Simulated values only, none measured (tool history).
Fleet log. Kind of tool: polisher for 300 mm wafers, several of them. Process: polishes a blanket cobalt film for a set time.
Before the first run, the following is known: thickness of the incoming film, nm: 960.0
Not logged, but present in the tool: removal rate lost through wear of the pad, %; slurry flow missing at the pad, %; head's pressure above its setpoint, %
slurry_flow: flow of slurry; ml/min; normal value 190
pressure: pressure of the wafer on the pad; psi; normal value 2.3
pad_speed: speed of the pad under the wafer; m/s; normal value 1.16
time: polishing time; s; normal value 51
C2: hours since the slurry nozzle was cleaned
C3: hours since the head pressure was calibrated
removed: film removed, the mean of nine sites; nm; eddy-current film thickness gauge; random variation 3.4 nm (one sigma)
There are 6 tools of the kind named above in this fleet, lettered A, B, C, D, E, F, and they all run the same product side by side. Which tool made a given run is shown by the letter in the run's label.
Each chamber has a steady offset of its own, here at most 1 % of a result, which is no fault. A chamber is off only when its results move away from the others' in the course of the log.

{"run": "1A", "hour": 2.9, "slurry_flow": 190, "pressure": 2.3, "pad_speed": 1.16, "time": 51, "wafers polished on this pad": 949, "C2": 105.1, "C3": 553.4, "removed": 294.35}
{"run": "2B", "hour": 6.8, "slurry_flow": 190, "pressure": 2.3, "pad_speed": 1.16, "time": 51, "wafers polished on this pad": 956, "C2": 354.6, "C3": 169.8, "removed": 288.45}
{"hour": 9.7, "done": "chamber D: slurry nozzle cleaned"}
{"run": "3D", "hour": 11.3, "slurry_flow": 190, "pressure": 2.3, "pad_speed": 1.16, "time": 51, "wafers polished on this pad": 394, "C2": 1.6, "C3": 592.4, "removed": 288.55}
{"hour": 12.9, "done": "chamber C: worn pad replaced by a new one"}
{"run": "4E", "hour": 13.4, "slurry_flow": 190, "pressure": 2.3, "pad_speed": 1.16, "time": 51, "wafers polished on this pad": 732, "C2": 287.1, "C3": 718.4, "removed": 283.69}
{"run": "5C", "hour": 15.6, "slurry_flow": 155, "pressure": 2.3, "pad_speed": 1.48, "time": 51, "wafers polished on this pad": 43, "C2": 313.3, "C3": 511.8, "removed": 352.24}
{"run": "6F", "hour": 20.3, "slurry_flow": 155, "pressure": 2.3, "pad_speed": 1.48, "time": 51, "wafers polished on this pad": 894, "C2": 145.4, "C3": 616.9, "removed": 361.22}
{"run": "7D", "hour": 24.1, "slurry_flow": 155, "pressure": 2.3, "pad_speed": 1.48, "time": 51, "wafers polished on this pad": 597, "C2": 14.4, "C3": 605.2, "removed": 359.81}
{"hour": 24.9, "done": "chamber B: worn pad replaced by a new one"}
{"hour": 25.5, "done": "chamber A: worn pad replaced by a new one"}
{"run": "8A", "hour": 28.4, "slurry_flow": 155, "pressure": 2.3, "pad_speed": 1.48, "time": 51, "wafers polished on this pad": 45, "C2": 130.6, "C3": 578.9, "removed": 353.79}
{"run": "9C", "hour": 30.9, "slurry_flow": 155, "pressure": 2.3, "pad_speed": 1.48, "time": 51, "wafers polished on this pad": 285, "C2": 328.6, "C3": 527.1, "removed": 350.34}
{"hour": 31.3, "done": "chamber E: worn pad replaced by a new one"}
{"run": "10B", "hour": 34.4, "slurry_flow": 155, "pressure": 2.3, "pad_speed": 1.48, "time": 51, "wafers polished on this pad": 150, "C2": 382.2, "C3": 197.4, "removed": 359.43}
{"run": "11F", "hour": 37.6, "slurry_flow": 190, "pressure": 2.3, "pad_speed": 1.16, "time": 51, "wafers polished on this pad": 1168, "C2": 162.7, "C3": 634.2, "removed": 287.67}
{"run": "12E", "hour": 41.2, "slurry_flow": 190, "pressure": 2.7, "pad_speed": 1.34, "time": 51, "wafers polished on this pad": 157, "C2": 314.9, "C3": 746.2, "removed": 390.87}
{"hour": 43.9, "done": "chamber D: worn pad replaced by a new one"}
{"run": "13C", "hour": 45.1, "slurry_flow": 190, "pressure": 2.7, "pad_speed": 1.34, "time": 51, "wafers polished on this pad": 510, "C2": 342.8, "C3": 541.3, "removed": 387.37}
{"run": "14D", "hour": 47.5, "slurry_flow": 190, "pressure": 2.7, "pad_speed": 1.34, "time": 51, "wafers polished on this pad": 57, "C2": 37.8, "C3": 628.6, "removed": 383.25}
{"run": "15E", "hour": 49.9, "slurry_flow": 190, "pressure": 2.7, "pad_speed": 1.34, "time": 51, "wafers polished on this pad": 295, "C2": 323.6, "C3": 754.9, "removed": 386.23}
{"hour": 53.8, "done": "chamber C: worn pad replaced by a new one"}
{"run": "16A", "hour": 54.8, "slurry_flow": 190, "pressure": 2.7, "pad_speed": 1.34, "time": 51, "wafers polished on this pad": 463, "C2": 157, "C3": 605.3, "removed": 391.58}
{"run": "17B", "hour": 58.6, "slurry_flow": 190, "pressure": 2.7, "pad_speed": 1.34, "time": 51, "wafers polished on this pad": 533, "C2": 406.4, "C3": 221.6, "removed": 395.38}
{"run": "18F", "hour": 61.2, "slurry_flow": 190, "pressure": 2.3, "pad_speed": 1.16, "time": 51, "wafers polished on this pad": 1542, "C2": 186.3, "C3": 657.8, "removed": 281.9}
{"hour": 61.7, "done": "chamber B: slurry nozzle cleaned"}
{"run": "19B", "hour": 65.7, "slurry_flow": 190, "pressure": 2.3, "pad_speed": 1.16, "time": 51, "wafers polished on this pad": 646, "C2": 4, "C3": 228.7, "removed": 284.47}
{"run": "20F", "hour": 68.0, "slurry_flow": 190, "pressure": 2.3, "pad_speed": 1.16, "time": 51, "wafers polished on this pad": 1650, "C2": 193.1, "C3": 664.6, "removed": 280.9}
{"run": "21D", "hour": 71.2, "slurry_flow": 190, "pressure": 2.3, "pad_speed": 1.16, "time": 51, "wafers polished on this pad": 432, "C2": 61.5, "C3": 652.3, "removed": 283.25}
{"run": "22C", "hour": 73.9, "slurry_flow": 215, "pressure": 2.3, "pad_speed": 1.16, "time": 57, "wafers polished on this pad": 318, "C2": 371.6, "C3": 570.1, "removed": 325.9}
{"run": "23E", "hour": 77.9, "slurry_flow": 215, "pressure": 2.3, "pad_speed": 1.16, "time": 57, "wafers polished on this pad": 739, "C2": 351.6, "C3": 782.9, "removed": 323.42}
{"hour": 80.8, "done": "chamber F: head pressure recalibrated"}
{"run": "24A", "hour": 82.2, "slurry_flow": 215, "pressure": 2.3, "pad_speed": 1.16, "time": 57, "wafers polished on this pad": 897, "C2": 184.4, "C3": 632.7, "removed": 332.63}
{"run": "25F", "hour": 87.0, "slurry_flow": 215, "pressure": 2.3, "pad_speed": 1.16, "time": 57, "wafers polished on this pad": 1950, "C2": 212.1, "C3": 6.2, "removed": 309.18}
{"run": "26C", "hour": 89.4, "slurry_flow": 215, "pressure": 2.3, "pad_speed": 1.16, "time": 57, "wafers polished on this pad": 563, "C2": 387.1, "C3": 585.6, "removed": 321.96}
{"run": "27D", "hour": 94.0, "slurry_flow": 215, "pressure": 2.3, "pad_speed": 1.16, "time": 57, "wafers polished on this pad": 793, "C2": 84.3, "C3": 675.1, "removed": 327.59}
{"hour": 94.9, "done": "chamber E: worn pad replaced by a new one"}
{"hour": 95.9, "done": "chamber C: worn pad replaced by a new one"}
{"run": "28B", "hour": 97.0, "slurry_flow": 190, "pressure": 2.3, "pad_speed": 1.16, "time": 51, "wafers polished on this pad": 1141, "C2": 35.3, "C3": 260, "removed": 289.01}
{"run": "29E", "hour": 99.8, "slurry_flow": 190, "pressure": 2.3, "pad_speed": 1.16, "time": 51, "wafers polished on this pad": 78, "C2": 373.5, "C3": 804.8, "removed": 287.85}
{"run": "30A", "hour": 103.1, "slurry_flow": 190, "pressure": 2.3, "pad_speed": 1.16, "time": 51, "wafers polished on this pad": 1228, "C2": 205.3, "C3": 653.6, "removed": 288.11}
{"run": "31B", "hour": 106.9, "slurry_flow": 190, "pressure": 2.3, "pad_speed": 1.16, "time": 51, "wafers polished on this pad": 1298, "C2": 45.2, "C3": 269.9, "removed": 291.79}
{"hour": 107.3, "done": "chamber A: worn pad replaced by a new one"}
{"hour": 107.6, "done": "chamber E: slurry nozzle cleaned"}
{"run": "32E", "hour": 109.8, "slurry_flow": 190, "pressure": 2.3, "pad_speed": 1.16, "time": 51, "wafers polished on this pad": 236, "C2": 2.2, "C3": 814.8, "removed": 291}
{"hour": 110.6, "done": "chamber D: worn pad replaced by a new one"}
{"run": "33F", "hour": 113.5, "slurry_flow": 190, "pressure": 2.3, "pad_speed": 0.84, "time": 51, "wafers polished on this pad": 2370, "C2": 238.6, "C3": 32.7, "removed": 192.79}
{"run": "34A", "hour": 118.1, "slurry_flow": 190, "pressure": 2.3, "pad_speed": 0.84, "time": 51, "wafers polished on this pad": 172, "C2": 220.3, "C3": 668.6, "removed": 203.79}
{"hour": 121.1, "done": "chamber B: worn pad replaced by a new one"}
{"run": "35D", "hour": 122.4, "slurry_flow": 190, "pressure": 2.3, "pad_speed": 0.84, "time": 51, "wafers polished on this pad": 187, "C2": 112.7, "C3": 703.5, "removed": 202.4}
{"run": "36C", "hour": 126.8, "slurry_flow": 190, "pressure": 2.3, "pad_speed": 0.84, "time": 51, "wafers polished on this pad": 490, "C2": 424.5, "C3": 623, "removed": 203.91}
{"run": "37E", "hour": 130.3, "slurry_flow": 190, "pressure": 2.3, "pad_speed": 0.84, "time": 51, "wafers polished on this pad": 561, "C2": 22.7, "C3": 835.3, "removed": 204.03}
{"hour": 131.4, "done": "chamber A: slurry nozzle cleaned"}
{"run": "38F", "hour": 132.7, "slurry_flow": 190, "pressure": 2.3, "pad_speed": 0.84, "time": 51, "wafers polished on this pad": 2674, "C2": 257.8, "C3": 51.9, "removed": 186.44}
{"hour": 134.2, "done": "chamber C: worn pad replaced by a new one"}
{"run": "39B", "hour": 136.1, "slurry_flow": 190, "pressure": 2.3, "pad_speed": 1.16, "time": 51, "wafers polished on this pad": 238, "C2": 74.4, "C3": 299.1, "removed": 288.11}
{"run": "40D", "hour": 139.2, "slurry_flow": 190, "pressure": 2.3, "pad_speed": 1.16, "time": 51, "wafers polished on this pad": 453, "C2": 129.5, "C3": 720.3, "removed": 284.94}
{"run": "41A", "hour": 142.6, "slurry_flow": 190, "pressure": 2.3, "pad_speed": 1.16, "time": 51, "wafers polished on this pad": 560, "C2": 11.2, "C3": 693.1, "removed": 282.34}
{"run": "42C", "hour": 145.0, "slurry_flow": 190, "pressure": 2.3, "pad_speed": 1.16, "time": 51, "wafers polished on this pad": 171, "C2": 442.7, "C3": 641.2, "removed": 287.58}
{"run": "43E", "hour": 147.3, "slurry_flow": 190, "pressure": 2.3, "pad_speed": 1.16, "time": 51, "wafers polished on this pad": 830, "C2": 39.7, "C3": 852.3, "removed": 278.26}
{"run": "44D", "hour": 150.7, "slurry_flow": 155, "pressure": 2.3, "pad_speed": 0.98, "time": 51, "wafers polished on this pad": 636, "C2": 141, "C3": 731.8, "removed": 237.3}

Which is it: a chamber that has drifted or been left off by a service, a gauge drift common to all chambers, or only each chamber's usual small offset? If a chamber is off, name it and its likeliest cause.

Chamber F drifts away from the others.
Cause: removal rate lost through wear of the pad, % = 9.02.
With only this log, it may be confused with: slurry flow missing at the pad, %.

Which of the 4 candidates below, each the usual settings with something changed and its results left as question marks, puts chamber F back in line with what the other chambers give on the usual settings?
In line means no further than this from the other chambers' mean on the usual settings: removed 12 nm
{"run": "45F-1", "hour": 154.3, "slurry_flow": 190, "pressure": 2.3, "pad_speed": 1.16, "time": 46, "removed": "?"}
{"run": "45F-2", "hour": 154.3, "slurry_flow": 190, "pressure": 2.3, "pad_speed": 1.28, "time": 51, "removed": "?"}
{"run": "45F-3", "hour": 154.3, "slurry_flow": 190, "pressure": 2.5, "pad_speed": 1.16, "time": 56, "removed": "?"}
{"run": "45F-4", "hour": 154.3, "slurry_flow": 185, "pressure": 2.3, "pad_speed": 0.96, "time": 51, "removed": "?"}

Other chambers, usual settings, mean: removed 286.68 nm
run=45F-1 removed=233.97
run=45F-2 removed=286.64
run=45F-3 removed=309.73
run=45F-4 removed=213.19
The right change is 45F-2: it brings the chamber back within the allowed miss of the others.
